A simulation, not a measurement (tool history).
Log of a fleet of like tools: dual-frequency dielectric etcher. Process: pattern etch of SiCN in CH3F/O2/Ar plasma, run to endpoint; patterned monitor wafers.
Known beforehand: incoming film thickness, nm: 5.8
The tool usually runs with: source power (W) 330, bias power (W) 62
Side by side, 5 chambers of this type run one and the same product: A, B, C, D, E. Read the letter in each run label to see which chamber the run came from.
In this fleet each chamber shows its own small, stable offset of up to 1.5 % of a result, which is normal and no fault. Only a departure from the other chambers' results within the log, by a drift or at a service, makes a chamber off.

Run 1E, day 0.396: usual settings. Result: endpoint time (s) 17.670.
Run 2C, day 0.929: usual settings. Result: endpoint time (s) 17.555.
Run 3B, day 1.408: usual settings. Result: endpoint time (s) 17.451.
Run 4D, day 1.908: usual settings. Result: endpoint time (s) 17.273.
Run 5A, day 2.200: usual settings but source power (W) 260. Result: endpoint time (s) 19.085.
Run 6D, day 2.633: usual settings but source power (W) 260. Result: endpoint time (s) 18.854.
Run 7C, day 3.042: usual settings but source power (W) 260. Result: endpoint time (s) 19.208.
Run 8A, day 3.362: usual settings but source power (W) 260. Result: endpoint time (s) 19.165.
Run 9B, day 3.742: usual settings but source power (W) 260. Result: endpoint time (s) 19.104.
Run 10E, day 4.258: usual settings. Result: endpoint time (s) 17.725.
Run 11A, day 4.783: usual settings. Result: endpoint time (s) 17.600.
Run 12D, day 5.075: usual settings. Result: endpoint time (s) 17.434.
Run 13C, day 5.433: usual settings. Result: endpoint time (s) 17.576.
At day 5.812: chamber C: source power generator calibrated.
Run 14B, day 5.938: usual settings but source power (W) 300. Result: endpoint time (s) 18.223.
Run 15E, day 6.442: usual settings but source power (W) 300. Result: endpoint time (s) 18.621.
Run 16E, day 6.917: usual settings but source power (W) 300. Result: endpoint time (s) 18.298.
Run 17D, day 7.396: usual settings but source power (W) 300. Result: endpoint time (s) 18.007.
Run 18C, day 7.975: usual settings but source power (W) 300. Result: endpoint time (s) 18.157.
At day 8.188: chamber C: wet clean of the chamber.
Run 19A, day 8.271: usual settings. Result: endpoint time (s) 17.577.
At day 8.592: chamber E: wet clean of the chamber.
Run 20B, day 8.892: usual settings. Result: endpoint time (s) 17.737.
Run 21D, day 9.246: usual settings. Result: endpoint time (s) 17.440.
Run 22C, day 9.658: usual settings. Result: endpoint time (s) 17.415.
At day 10.012: chamber B: wet clean of the chamber.
Run 23E, day 10.258: usual settings. Result: endpoint time (s) 17.870.
Run 24A, day 10.800: usual settings. Result: endpoint time (s) 17.666.
Run 25B, day 11.188: usual settings. Result: endpoint time (s) 16.948.
At day 11.458: chamber B: source power generator calibrated.
Run 26E, day 11.554: usual settings. Result: endpoint time (s) 18.026.
Run 27C, day 12.046: usual settings. Result: endpoint time (s) 17.648.
Run 28B, day 12.462: usual settings. Result: endpoint time (s) 16.947.
Run 29A, day 12.775: usual settings. Result: endpoint time (s) 17.629.
Run 30D, day 13.375: usual settings. Result: endpoint time (s) 17.419.
Run 31E, day 14.004: usual settings but source power (W) 280, bias power (W) 53. Result: endpoint time (s) 19.919.
Run 32C, day 14.508: usual settings but source power (W) 280, bias power (W) 53. Result: endpoint time (s) 19.833.
Run 33A, day 15.092: usual settings but source power (W) 280, bias power (W) 53. Result: endpoint time (s) 19.786.
Run 34B, day 15.692: usual settings but source power (W) 280, bias power (W) 53. Result: endpoint time (s) 19.104.
Run 35D, day 16.079: usual settings but source power (W) 280, bias power (W) 53. Result: endpoint time (s) 19.863.
At day 16.508: chamber A: wet clean of the chamber.
Run 36A, day 16.688: usual settings. Result: endpoint time (s) 17.766.
Run 37B, day 17.317: usual settings. Result: endpoint time (s) 17.167.
Run 38C, day 17.908: usual settings. Result: endpoint time (s) 17.631.
Run 39E, day 18.375: usual settings. Result: endpoint time (s) 17.820.

Read the log: is a single chamber off, either drifting away or since a service, is the gauge that measures every chamber drifting, or is nothing wrong beyond small per-chamber offsets? Name any odd chamber and what most likely caused it.

A service on chamber B put it out of line with the rest.
Likeliest cause: etch rate over this chamber's usual, % = 3.44.

Chamber B could run next with any of the 4 candidate recipes listed below; each alters the usual settings, and their results appear as question marks. Which one brings its results back in line with what the other chambers deliver on the usual settings?
In line here means within this much of the mean the other chambers give on the usual settings: endpoint time (s) 0.390
Run 40B-1, day 18.829: usual settings but source power (W) 340, bias power (W) 65. Result: endpoint time (s) ?.
Run 40B-2, day 18.829: usual settings but bias power (W) 56. Result: endpoint time (s) ?.
Run 40B-3, day 18.829: usual settings but source power (W) 300, bias power (W) 56. Result: endpoint time (s) ?.
Run 40B-4, day 18.829: usual settings but source power (W) 360, bias power (W) 68. Result: endpoint time (s) ?.

Average result of the remaining chambers running the usual settings: endpoint time (s) 17.576
  run  endpoint time (s)
40B-1             16.507
40B-2             17.584
40B-3             18.225
40B-4             15.902
40B-2 brings the chamber back in line.
